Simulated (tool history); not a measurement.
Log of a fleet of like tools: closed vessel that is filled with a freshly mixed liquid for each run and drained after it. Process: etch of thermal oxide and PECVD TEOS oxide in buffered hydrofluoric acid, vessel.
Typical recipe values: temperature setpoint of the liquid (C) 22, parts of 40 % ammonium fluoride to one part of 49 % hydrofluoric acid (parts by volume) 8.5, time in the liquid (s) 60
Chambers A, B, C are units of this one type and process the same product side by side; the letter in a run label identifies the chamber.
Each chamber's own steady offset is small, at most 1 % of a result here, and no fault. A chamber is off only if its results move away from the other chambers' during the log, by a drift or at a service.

run	hour	temperature setpoint of the liquid (C)	parts of 40 % ammonium fluoride to one part of 49 % hydrofluoric acid (parts by volume)	time in the liquid (s)	hours since the thermometer was replaced	hours since the hydrofluoric acid flow meter was replaced	read-back film thickness of the thermal oxide reference wafer, read on the same gauge (nm)	read-back film thickness of the PECVD TEOS oxide reference wafer, read on the same gauge (nm)	thickness taken off the thermal oxide on a monitor wafer (Å)	thickness taken off the PECVD TEOS oxide on a monitor wafer (Å)
1B	2.4	22	8.5	60	2319.9	1071.1	50.012	100.01	704.95	1720.5
2C	4.9	22	8.5	60	1631.2	778.8	49.981	99.992	688.88	1750.2
3A	9.4	22	8.5	60	1634.1	320.8	50.002	99.995	692.36	1740.7
4B	13.9	22	8.5	60	2331.4	1082.6	49.994	100	688.6	1732.7
5A	17.8	22	8.5	60	1642.5	329.2	50.02	99.986	685.17	1723.6
6C	22.5	22	8.5	60	1648.8	796.4	49.993	99.983	696.84	1727.4
7B	27.6	22	8.5	60	2345.1	1096.3	49.978	100.02	700.56	1731.9
8C	31	22	8.5	60	1657.3	804.9	49.987	100.01	699.61	1741
9A	33.7	22	8.5	60	1658.4	345.1	50.008	100	691.32	1751.1
10B	36.4	22	8.5	60	2353.9	1105.1	49.993	99.982	712.08	1741.2
11C	41.3	22	8.5	80	1667.6	815.2	49.986	99.999	924.61	2301.7
12A	43.8	22	8.5	80	1668.5	355.2	50.017	100	933.4	2290.6
13C	46.7	22	8.5	80	1673	820.6	49.985	99.974	923.89	2331.5
14B	51.2	22	8.5	60	2368.7	1119.9	50.01	100	705.9	1753.6
15A	54.5	22	8.5	60	1679.2	365.9	49.956	100.02	702.63	1713.8
16C	57.6	22	8.5	60	1683.9	831.5	49.986	100	692.86	1759.1
17B	61.5	22	8.5	60	2379	1130.2	50.011	100.03	701.73	1698
18A	65.5	22	8.5	60	1690.2	376.9	50.002	100.04	694.54	1756.1
19B	68.2	22	8.5	60	2385.7	1136.9	50.031	100.01	705.23	1732.3
20A	71.5	22	6	60	1696.2	382.9	50.025	100	974.75	2441
21C	75.3	22	6	60	1701.6	849.2	50.002	99.975	983.7	2494.7
22C	79.8	22	6	60	1706.1	853.7	49.999	100	976.93	2474
23B	84.7	22	8.5	60	2402.2	1153.4	49.945	100.01	700.97	1715
24A	89.3	22	8.5	60	1714	400.7	50.017	100.02	693.85	1716.2
25B	92.2	22	8.5	60	2409.7	1160.9	49.986	100	706.41	1706.4
26C	95.9	22	8.5	60	1722.2	869.8	49.979	100.02	702.71	1736.5
27A	99.7	22	8.5	60	1724.4	411.1	50.019	99.991	703.85	1731.7
28C	102.9	22	8.5	60	1729.2	876.8	50.011	99.983	696.96	1742.2
29A	105.3	22	8.5	60	1730	416.7	49.989	100	700.45	1743.5
30B	108.5	22	8.5	30	2426	1177.2	49.993	99.984	352.54	866.92
31C	110.9	22	8.5	30	1737.2	884.8	49.989	99.984	342.23	872.67
32B	114	22	8.5	30	2431.5	1182.7	50.033	100.01	348.56	857.22
33A	117.6	22	7	60	1742.3	429	49.976	99.994	856.11	2140.3
34C	122	22	7	60	1748.3	895.9	50.01	99.978	880.92	2164.4
35B	126.1	22	7	60	2443.6	1194.8	50.025	99.998	858.23	2130.4
36A	130.5	18.5	8.5	30	1755.2	441.9	49.947	99.987	290.21	708.6
37A	135.5	18.5	8.5	30	1760.2	446.9	49.994	100.01	282.58	710.18
# hour 138.8: chamber C: thermometer replaced
38C	139.6	18.5	8.5	30	0.9	913.5	50.032	100.02	284.06	719.56
39B	143.9	19.5	8.5	60	2461.4	1212.6	49.995	99.993	600.7	1509.8
40C	148.8	19.5	8.5	60	10.1	922.7	49.998	99.999	611.91	1546
41B	153.4	19.5	8.5	60	2470.9	1222.1	50.014	99.979	609.19	1493.6
42A	157.4	22	8.5	60	1782.1	468.8	49.979	99.984	683.56	1714.2

Decide between three cases: one chamber stands off from its peers, the gauge reading all wafers drifts, or nothing is wrong past each chamber's small offset. Where a chamber is off, say which and what most likely put it there.

Neither any chamber nor the gauge drifts; the chambers differ only by their own small, steady offsets.

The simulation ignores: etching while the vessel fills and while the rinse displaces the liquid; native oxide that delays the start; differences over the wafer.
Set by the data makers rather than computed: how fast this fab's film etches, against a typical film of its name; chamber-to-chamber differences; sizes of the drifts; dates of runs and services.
